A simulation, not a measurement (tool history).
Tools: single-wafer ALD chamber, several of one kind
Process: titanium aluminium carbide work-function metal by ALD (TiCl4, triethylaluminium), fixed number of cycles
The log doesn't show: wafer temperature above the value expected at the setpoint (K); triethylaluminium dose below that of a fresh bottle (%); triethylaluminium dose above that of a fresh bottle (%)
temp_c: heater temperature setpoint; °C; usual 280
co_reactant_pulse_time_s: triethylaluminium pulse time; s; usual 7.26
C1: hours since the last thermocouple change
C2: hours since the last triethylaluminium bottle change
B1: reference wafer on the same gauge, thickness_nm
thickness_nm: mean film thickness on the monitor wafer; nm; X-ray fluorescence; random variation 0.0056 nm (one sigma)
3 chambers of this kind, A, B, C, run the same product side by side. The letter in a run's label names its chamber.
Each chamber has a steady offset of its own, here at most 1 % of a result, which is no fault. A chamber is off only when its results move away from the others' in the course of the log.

Run 1C, hour 5.9: usual settings; C1 168; C2 537.8; B1 1.8905. Result: thickness_nm 1.7177 nm.
Run 2B, hour 14.5: usual settings; C1 639.3; C2 257.9; B1 1.8918. Result: thickness_nm 1.7456 nm.
Run 3A, hour 23.6: usual settings; C1 61.2; C2 371.3; B1 1.8894. Result: thickness_nm 1.7256 nm.
Run 4B, hour 32.7: usual settings; C1 657.5; C2 276.1; B1 1.8909. Result: thickness_nm 1.7496 nm.
At hour 41.5: chamber C: triethylaluminium bottle replaced.
Run 5A, hour 42.7: usual settings but temp_c 294 °C; C1 80.3; C2 390.4; B1 1.889. Result: thickness_nm 1.8489 nm.
Run 6C, hour 52.7: usual settings but temp_c 294 °C; C1 214.8; C2 11.3; B1 1.8901. Result: thickness_nm 1.8411 nm.
Run 7C, hour 58.1: usual settings but temp_c 294 °C; C1 220.2; C2 16.7; B1 1.8908. Result: thickness_nm 1.8432 nm.
Run 8B, hour 66.9: usual settings; C1 691.7; C2 310.3; B1 1.8899. Result: thickness_nm 1.7511 nm.
Run 9A, hour 73.9: usual settings; C1 111.5; C2 421.6; B1 1.8896. Result: thickness_nm 1.7336 nm.
Run 10A, hour 82.2: usual settings; C1 119.8; C2 429.9; B1 1.8898. Result: thickness_nm 1.7394 nm.
Run 11C, hour 90.7: usual settings; C1 252.8; C2 49.3; B1 1.8905. Result: thickness_nm 1.7267 nm.
Run 12B, hour 98.9: usual settings; C1 723.7; C2 342.3; B1 1.8893. Result: thickness_nm 1.7551 nm.
Run 13B, hour 104.7: usual settings; C1 729.5; C2 348.1; B1 1.8901. Result: thickness_nm 1.7521 nm.
Run 14A, hour 110.5: usual settings; C1 148.1; C2 458.2; B1 1.8894. Result: thickness_nm 1.724 nm.
Run 15C, hour 120.2: usual settings; C1 282.3; C2 78.8; B1 1.8908. Result: thickness_nm 1.7138 nm.
Run 16A, hour 126.9: usual settings; C1 164.5; C2 474.6; B1 1.8896. Result: thickness_nm 1.7433 nm.
Run 17C, hour 132.8: usual settings; C1 294.9; C2 91.4; B1 1.8909. Result: thickness_nm 1.7191 nm.
Run 18B, hour 141: usual settings; C1 765.8; C2 384.4; B1 1.8903. Result: thickness_nm 1.7604 nm.
Run 19C, hour 146.1: usual settings; C1 308.2; C2 104.7; B1 1.8901. Result: thickness_nm 1.7265 nm.
Run 20B, hour 155.3: usual settings but temp_c 270 °C, co_reactant_pulse_time_s 8.81 s; C1 780.1; C2 398.7; B1 1.8906. Result: thickness_nm 1.7286 nm.
Run 21A, hour 160.3: usual settings but temp_c 270 °C, co_reactant_pulse_time_s 8.81 s; C1 197.9; C2 508; B1 1.8905. Result: thickness_nm 1.7252 nm.
Run 22C, hour 168.6: usual settings but temp_c 270 °C, co_reactant_pulse_time_s 8.81 s; C1 330.7; C2 127.2; B1 1.891. Result: thickness_nm 1.7138 nm.
Run 23B, hour 173.9: usual settings; C1 798.7; C2 417.3; B1 1.89. Result: thickness_nm 1.7551 nm.
Run 24A, hour 179.7: usual settings; C1 217.3; C2 527.4; B1 1.8906. Result: thickness_nm 1.7309 nm.
Run 25C, hour 185.1: usual settings but temp_c 286 °C, co_reactant_pulse_time_s 4.79 s; C1 347.2; C2 143.7; B1 1.8899. Result: thickness_nm 1.5546 nm.
Run 26B, hour 194.7: usual settings but temp_c 286 °C, co_reactant_pulse_time_s 4.79 s; C1 819.5; C2 438.1; B1 1.8907. Result: thickness_nm 1.5875 nm.
Run 27A, hour 202: usual settings but temp_c 286 °C, co_reactant_pulse_time_s 4.79 s; C1 239.6; C2 549.7; B1 1.8902. Result: thickness_nm 1.5654 nm.
Run 28A, hour 206.6: usual settings; C1 244.2; C2 554.3; B1 1.8888. Result: thickness_nm 1.7358 nm.
Run 29B, hour 216.2: usual settings; C1 841; C2 459.6; B1 1.889. Result: thickness_nm 1.7498 nm.
Run 30C, hour 221.5: usual settings; C1 383.6; C2 180.1; B1 1.8892. Result: thickness_nm 1.7203 nm.
Run 31A, hour 229.1: usual settings; C1 266.7; C2 576.8; B1 1.8896. Result: thickness_nm 1.7369 nm.
Run 32C, hour 238.5: usual settings; C1 400.6; C2 197.1; B1 1.8899. Result: thickness_nm 1.7306 nm.
Run 33B, hour 246.3: usual settings; C1 871.1; C2 489.7; B1 1.8906. Result: thickness_nm 1.7569 nm.
Run 34B, hour 253.9: usual settings; C1 878.7; C2 497.3; B1 1.891. Result: thickness_nm 1.7481 nm.
Run 35A, hour 261.3: usual settings; C1 298.9; C2 609; B1 1.8901. Result: thickness_nm 1.727 nm.

Is one chamber off against the others, does the gauge drift, or is nothing wrong? If a chamber is off, say which, and what the likeliest cause is.

No chamber stands off beyond its own small offset, and the gauge holds steady.
